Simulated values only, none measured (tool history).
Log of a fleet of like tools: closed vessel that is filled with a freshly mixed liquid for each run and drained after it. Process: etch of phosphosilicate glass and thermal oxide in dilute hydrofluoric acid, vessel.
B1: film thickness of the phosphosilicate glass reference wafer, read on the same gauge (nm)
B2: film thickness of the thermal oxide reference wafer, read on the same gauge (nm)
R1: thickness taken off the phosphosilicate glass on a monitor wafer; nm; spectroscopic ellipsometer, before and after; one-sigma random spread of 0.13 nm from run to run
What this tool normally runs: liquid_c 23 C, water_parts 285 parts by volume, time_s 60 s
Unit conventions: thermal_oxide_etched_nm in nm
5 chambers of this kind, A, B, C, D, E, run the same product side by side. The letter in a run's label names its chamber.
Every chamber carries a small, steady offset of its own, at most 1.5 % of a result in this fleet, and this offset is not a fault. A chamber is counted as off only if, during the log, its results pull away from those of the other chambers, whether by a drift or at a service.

{"run": "1D", "day": 0.458, "liquid_c": 23, "water_parts": 285, "time_s": 60, "B1": 39.998, "B2": 99.947, "R1": 26.29, "thermal_oxide_etched_nm": 0.79514}
{"run": "2A", "day": 0.8, "liquid_c": 23, "water_parts": 285, "time_s": 60, "B1": 39.997, "B2": 99.972, "R1": 26.274, "thermal_oxide_etched_nm": 0.76982}
{"run": "3B", "day": 1.212, "liquid_c": 23, "water_parts": 285, "time_s": 60, "B1": 40.008, "B2": 99.988, "R1": 26.546, "thermal_oxide_etched_nm": 0.76784}
{"run": "4E", "day": 1.688, "liquid_c": 23, "water_parts": 285, "time_s": 60, "B1": 39.986, "B2": 99.983, "R1": 26.153, "thermal_oxide_etched_nm": 0.81272}
{"run": "5C", "day": 2.058, "liquid_c": 23, "water_parts": 285, "time_s": 60, "B1": 39.992, "B2": 99.979, "R1": 26.078, "thermal_oxide_etched_nm": 0.84349}
{"run": "6D", "day": 2.633, "liquid_c": 23, "water_parts": 285, "time_s": 60, "B1": 40.004, "B2": 100, "R1": 26.479, "thermal_oxide_etched_nm": 0.87528}
{"run": "7A", "day": 3.075, "liquid_c": 23, "water_parts": 285, "time_s": 60, "B1": 40.019, "B2": 99.986, "R1": 26.084, "thermal_oxide_etched_nm": 0.75458}
{"run": "8E", "day": 3.45, "liquid_c": 23, "water_parts": 285, "time_s": 60, "B1": 40.025, "B2": 99.986, "R1": 26.073, "thermal_oxide_etched_nm": 0.79423}
{"run": "9C", "day": 3.792, "liquid_c": 23, "water_parts": 285, "time_s": 60, "B1": 40.014, "B2": 99.988, "R1": 26.137, "thermal_oxide_etched_nm": 0.84541}
{"run": "10B", "day": 4.308, "liquid_c": 23, "water_parts": 285, "time_s": 60, "B1": 40.003, "B2": 100, "R1": 26.476, "thermal_oxide_etched_nm": 0.77197}
{"run": "11E", "day": 4.821, "liquid_c": 23, "water_parts": 285, "time_s": 60, "B1": 40.015, "B2": 100.02, "R1": 26.135, "thermal_oxide_etched_nm": 0.77092}
{"run": "12D", "day": 5.258, "liquid_c": 23, "water_parts": 285, "time_s": 60, "B1": 39.966, "B2": 100, "R1": 26.465, "thermal_oxide_etched_nm": 0.79778}
{"run": "13B", "day": 5.658, "liquid_c": 23, "water_parts": 285, "time_s": 60, "B1": 40.006, "B2": 100.03, "R1": 26.42, "thermal_oxide_etched_nm": 0.75822}
{"run": "14A", "day": 6.183, "liquid_c": 23, "water_parts": 285, "time_s": 60, "B1": 39.981, "B2": 100, "R1": 26.01, "thermal_oxide_etched_nm": 0.79031}
{"run": "15C", "day": 6.758, "liquid_c": 26, "water_parts": 285, "time_s": 35, "B1": 39.974, "B2": 100.01, "R1": 16.873, "thermal_oxide_etched_nm": 0.53592}
{"run": "16B", "day": 7.079, "liquid_c": 26, "water_parts": 285, "time_s": 35, "B1": 40.014, "B2": 99.959, "R1": 17.03, "thermal_oxide_etched_nm": 0.53324}
{"run": "17E", "day": 7.354, "liquid_c": 26, "water_parts": 285, "time_s": 35, "B1": 40.009, "B2": 99.96, "R1": 16.827, "thermal_oxide_etched_nm": 0.50702}
{"run": "18A", "day": 7.821, "liquid_c": 26, "water_parts": 285, "time_s": 35, "B1": 40.051, "B2": 100.04, "R1": 16.965, "thermal_oxide_etched_nm": 0.52877}
{"run": "19D", "day": 8.312, "liquid_c": 26, "water_parts": 285, "time_s": 35, "B1": 39.976, "B2": 99.947, "R1": 17.14, "thermal_oxide_etched_nm": 0.49399}
{"run": "20C", "day": 8.758, "liquid_c": 23, "water_parts": 285, "time_s": 60, "B1": 39.996, "B2": 100.02, "R1": 26.187, "thermal_oxide_etched_nm": 0.76322}
{"run": "21A", "day": 9.342, "liquid_c": 23, "water_parts": 285, "time_s": 60, "B1": 40.012, "B2": 100.04, "R1": 26.021, "thermal_oxide_etched_nm": 0.79117}
{"run": "22C", "day": 9.708, "liquid_c": 23, "water_parts": 285, "time_s": 60, "B1": 39.971, "B2": 100, "R1": 26.022, "thermal_oxide_etched_nm": 0.77927}
{"run": "23B", "day": 10.267, "liquid_c": 23, "water_parts": 285, "time_s": 60, "B1": 39.986, "B2": 99.988, "R1": 26.319, "thermal_oxide_etched_nm": 0.8228}
{"run": "24D", "day": 10.738, "liquid_c": 23, "water_parts": 285, "time_s": 60, "B1": 40.022, "B2": 100.02, "R1": 26.479, "thermal_oxide_etched_nm": 0.78644}
{"run": "25E", "day": 11.054, "liquid_c": 23, "water_parts": 285, "time_s": 60, "B1": 40.03, "B2": 99.992, "R1": 25.986, "thermal_oxide_etched_nm": 0.83762}
{"run": "26A", "day": 11.612, "liquid_c": 23, "water_parts": 285, "time_s": 60, "B1": 40.011, "B2": 100.04, "R1": 26.271, "thermal_oxide_etched_nm": 0.77162}
{"run": "27D", "day": 12.142, "liquid_c": 23, "water_parts": 285, "time_s": 60, "B1": 40.001, "B2": 100.01, "R1": 26.316, "thermal_oxide_etched_nm": 0.83678}
{"run": "28B", "day": 12.604, "liquid_c": 23, "water_parts": 285, "time_s": 60, "B1": 39.98, "B2": 99.959, "R1": 26.44, "thermal_oxide_etched_nm": 0.77085}
{"run": "29E", "day": 13.15, "liquid_c": 23, "water_parts": 285, "time_s": 60, "B1": 39.989, "B2": 99.993, "R1": 26.177, "thermal_oxide_etched_nm": 0.82959}
{"run": "30C", "day": 13.454, "liquid_c": 23, "water_parts": 285, "time_s": 60, "B1": 40.008, "B2": 99.993, "R1": 26.249, "thermal_oxide_etched_nm": 0.80084}
{"run": "31A", "day": 13.912, "liquid_c": 23, "water_parts": 285, "time_s": 60, "B1": 40.008, "B2": 99.992, "R1": 26.386, "thermal_oxide_etched_nm": 0.76081}

Each of the 5 chambers runs these same settings next. Fill in every chamber's results:
{"run": "32A", "day": 14.342, "liquid_c": 23, "water_parts": 390, "time_s": 60, "R1": "?", "thermal_oxide_etched_nm": "?"}
{"run": "32B", "day": 14.342, "liquid_c": 23, "water_parts": 390, "time_s": 60, "R1": "?", "thermal_oxide_etched_nm": "?"}
{"run": "32C", "day": 14.342, "liquid_c": 23, "water_parts": 390, "time_s": 60, "R1": "?", "thermal_oxide_etched_nm": "?"}
{"run": "32D", "day": 14.342, "liquid_c": 23, "water_parts": 390, "time_s": 60, "R1": "?", "thermal_oxide_etched_nm": "?"}
{"run": "32E", "day": 14.342, "liquid_c": 23, "water_parts": 390, "time_s": 60, "R1": "?", "thermal_oxide_etched_nm": "?"}

run=32A R1=17.482 thermal_oxide_etched_nm=0.55421
run=32B R1=17.535 thermal_oxide_etched_nm=0.50181
run=32C R1=17.255 thermal_oxide_etched_nm=0.54642
run=32D R1=17.517 thermal_oxide_etched_nm=0.49872
run=32E R1=17.352 thermal_oxide_etched_nm=0.51937
